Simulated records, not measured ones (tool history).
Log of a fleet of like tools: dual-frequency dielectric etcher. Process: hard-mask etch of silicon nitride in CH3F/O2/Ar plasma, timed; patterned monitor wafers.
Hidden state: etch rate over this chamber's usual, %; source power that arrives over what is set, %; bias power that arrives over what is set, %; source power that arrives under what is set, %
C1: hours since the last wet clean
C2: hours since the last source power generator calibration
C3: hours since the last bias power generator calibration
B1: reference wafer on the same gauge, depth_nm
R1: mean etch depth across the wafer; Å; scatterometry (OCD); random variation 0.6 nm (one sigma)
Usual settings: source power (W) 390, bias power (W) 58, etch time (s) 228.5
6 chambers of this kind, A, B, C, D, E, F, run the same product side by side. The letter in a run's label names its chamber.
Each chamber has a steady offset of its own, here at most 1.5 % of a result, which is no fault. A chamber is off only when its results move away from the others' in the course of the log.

Run 1C, hour 6.4: usual settings; C1 24.2; C2 704.5; C3 91.7; B1 159.07. Result: R1 1483.3 Å.
Run 2D, hour 17.9: usual settings; C1 334.3; C2 475.4; C3 594.0; B1 158.99. Result: R1 1483.8 Å.
Run 3F, hour 30.8: usual settings; C1 389.5; C2 3277.3; C3 2766.1; B1 158.96. Result: R1 1495.5 Å.
Run 4B, hour 38.3: usual settings; C1 52.9; C2 718.7; C3 2609.6; B1 159.07. Result: R1 1476.9 Å.
Run 5A, hour 49.5: usual settings but source power (W) 420; C1 504.2; C2 637.3; C3 384.0; B1 159.10. Result: R1 1534.2 Å.
Run 6E, hour 56.9: usual settings but source power (W) 420; C1 427.8; C2 452.3; C3 215.6; B1 158.95. Result: R1 1489.7 Å.
Run 7C, hour 64.4: usual settings but source power (W) 420; C1 82.2; C2 762.5; C3 149.7; B1 159.02. Result: R1 1530.2 Å.
Run 8E, hour 78.4: usual settings but source power (W) 420; C1 449.3; C2 473.8; C3 237.1; B1 159.06. Result: R1 1498.2 Å.
Run 9B, hour 89.3: usual settings but source power (W) 420; C1 103.9; C2 769.7; C3 2660.6; B1 158.90. Result: R1 1523.1 Å.
Run 10A, hour 102.7: usual settings but source power (W) 420; C1 557.4; C2 690.5; C3 437.2; B1 159.24. Result: R1 1533.0 Å.
Run 11F, hour 114.4: usual settings; C1 473.1; C2 3360.9; C3 2849.7; B1 158.94. Result: R1 1489.9 Å.
Run 12D, hour 128.0: usual settings; C1 444.4; C2 585.5; C3 704.1; B1 158.96. Result: R1 1476.8 Å.
At hour 131.0: chamber E: wet clean of the chamber.
Run 13D, hour 138.6: usual settings; C1 455.0; C2 596.1; C3 714.7; B1 158.98. Result: R1 1482.1 Å.
Run 14E, hour 146.8: usual settings; C1 15.9; C2 542.2; C3 305.5; B1 159.07. Result: R1 1450.1 Å.
At hour 156.7: chamber D: wet clean of the chamber.
Run 15A, hour 157.6: usual settings but source power (W) 300, bias power (W) 66; C1 612.3; C2 745.4; C3 492.1; B1 158.86. Result: R1 1403.1 Å.
Run 16C, hour 167.6: usual settings but source power (W) 300, bias power (W) 66; C1 185.4; C2 865.7; C3 252.9; B1 159.12. Result: R1 1395.9 Å.
Run 17F, hour 180.1: usual settings but source power (W) 300, bias power (W) 66; C1 538.8; C2 3426.6; C3 2915.4; B1 159.09. Result: R1 1403.2 Å.
Run 18B, hour 188.4: usual settings but source power (W) 300, bias power (W) 66; C1 203.0; C2 868.8; C3 2759.7; B1 159.12. Result: R1 1393.7 Å.
At hour 196.4: chamber A: wet clean of the chamber.
Run 19F, hour 197.2: usual settings but source power (W) 300, bias power (W) 66; C1 555.9; C2 3443.7; C3 2932.5; B1 158.95. Result: R1 1402.5 Å.
Run 20C, hour 207.3: usual settings but source power (W) 300, bias power (W) 66; C1 225.1; C2 905.4; C3 292.6; B1 158.96. Result: R1 1401.4 Å.
At hour 217.3: chamber F: wet clean of the chamber.
Run 21E, hour 218.6: usual settings; C1 87.7; C2 614.0; C3 377.3; B1 158.94. Result: R1 1459.6 Å.
Run 22D, hour 232.3: usual settings; C1 75.7; C2 689.8; C3 808.4; B1 158.95. Result: R1 1467.7 Å.
At hour 237.5: chamber F: bias power generator calibrated.
Run 23B, hour 240.0: usual settings; C1 254.6; C2 920.4; C3 2811.3; B1 158.83. Result: R1 1468.1 Å.
Run 24A, hour 251.3: usual settings; C1 54.9; C2 839.1; C3 585.8; B1 159.01. Result: R1 1481.6 Å.
Run 25F, hour 265.1: usual settings; C1 47.8; C2 3511.6; C3 27.6; B1 159.10. Result: R1 1485.9 Å.
Run 26B, hour 279.0: usual settings; C1 293.6; C2 959.4; C3 2850.3; B1 158.97. Result: R1 1487.6 Å.
Run 27C, hour 291.5: usual settings; C1 309.3; C2 989.6; C3 376.8; B1 159.07. Result: R1 1479.9 Å.
Run 28A, hour 300.5: usual settings; C1 104.1; C2 888.3; C3 635.0; B1 159.06. Result: R1 1480.0 Å.
Run 29D, hour 313.7: usual settings; C1 157.1; C2 771.2; C3 889.8; B1 158.95. Result: R1 1472.1 Å.
Run 30E, hour 321.4: usual settings; C1 190.5; C2 716.8; C3 480.1; B1 158.97. Result: R1 1457.7 Å.
Run 31C, hour 332.5: usual settings; C1 350.3; C2 1030.6; C3 417.8; B1 159.03. Result: R1 1480.3 Å.
Run 32B, hour 340.9: usual settings; C1 355.5; C2 1021.3; C3 2912.2; B1 158.92. Result: R1 1474.4 Å.
Run 33D, hour 350.3: usual settings; C1 193.7; C2 807.8; C3 926.4; B1 159.06. Result: R1 1470.6 Å.
Run 34A, hour 360.6: usual settings; C1 164.2; C2 948.4; C3 695.1; B1 159.04. Result: R1 1484.4 Å.
Run 35F, hour 373.5: usual settings; C1 156.2; C2 3620.0; C3 136.0; B1 158.96. Result: R1 1495.5 Å.
Run 36E, hour 386.2: usual settings; C1 255.3; C2 781.6; C3 544.9; B1 159.01. Result: R1 1454.3 Å.
Run 37E, hour 397.8: usual settings; C1 266.9; C2 793.2; C3 556.5; B1 159.04. Result: R1 1447.9 Å.
Run 38A, hour 408.9: usual settings; C1 212.5; C2 996.7; C3 743.4; B1 159.11. Result: R1 1488.3 Å.
Run 39C, hour 415.0: usual settings; C1 432.8; C2 1113.1; C3 500.3; B1 159.08. Result: R1 1472.6 Å.
Run 40D, hour 425.2: usual settings; C1 268.6; C2 882.7; C3 1001.3; B1 158.93. Result: R1 1483.0 Å.
Run 41F, hour 431.9: usual settings; C1 214.6; C2 3678.4; C3 194.4; B1 158.82. Result: R1 1480.2 Å.
Run 42B, hour 441.7: usual settings; C1 456.3; C2 1122.1; C3 3013.0; B1 159.18. Result: R1 1466.0 Å.

Next, every chamber runs the same settings. What will each give?
Run 43A, hour 451.8: usual settings but source power (W) 320. Result: R1 ?.
Run 43B, hour 451.8: usual settings but source power (W) 320. Result: R1 ?.
Run 43C, hour 451.8: usual settings but source power (W) 320. Result: R1 ?.
Run 43D, hour 451.8: usual settings but source power (W) 320. Result: R1 ?.
Run 43E, hour 451.8: usual settings but source power (W) 320. Result: R1 ?.
Run 43F, hour 451.8: usual settings but source power (W) 320. Result: R1 ?.

run      R1
43A  1374.3
43B  1376.0
43C  1365.3
43D  1366.3
43E  1345.0
43F  1376.2

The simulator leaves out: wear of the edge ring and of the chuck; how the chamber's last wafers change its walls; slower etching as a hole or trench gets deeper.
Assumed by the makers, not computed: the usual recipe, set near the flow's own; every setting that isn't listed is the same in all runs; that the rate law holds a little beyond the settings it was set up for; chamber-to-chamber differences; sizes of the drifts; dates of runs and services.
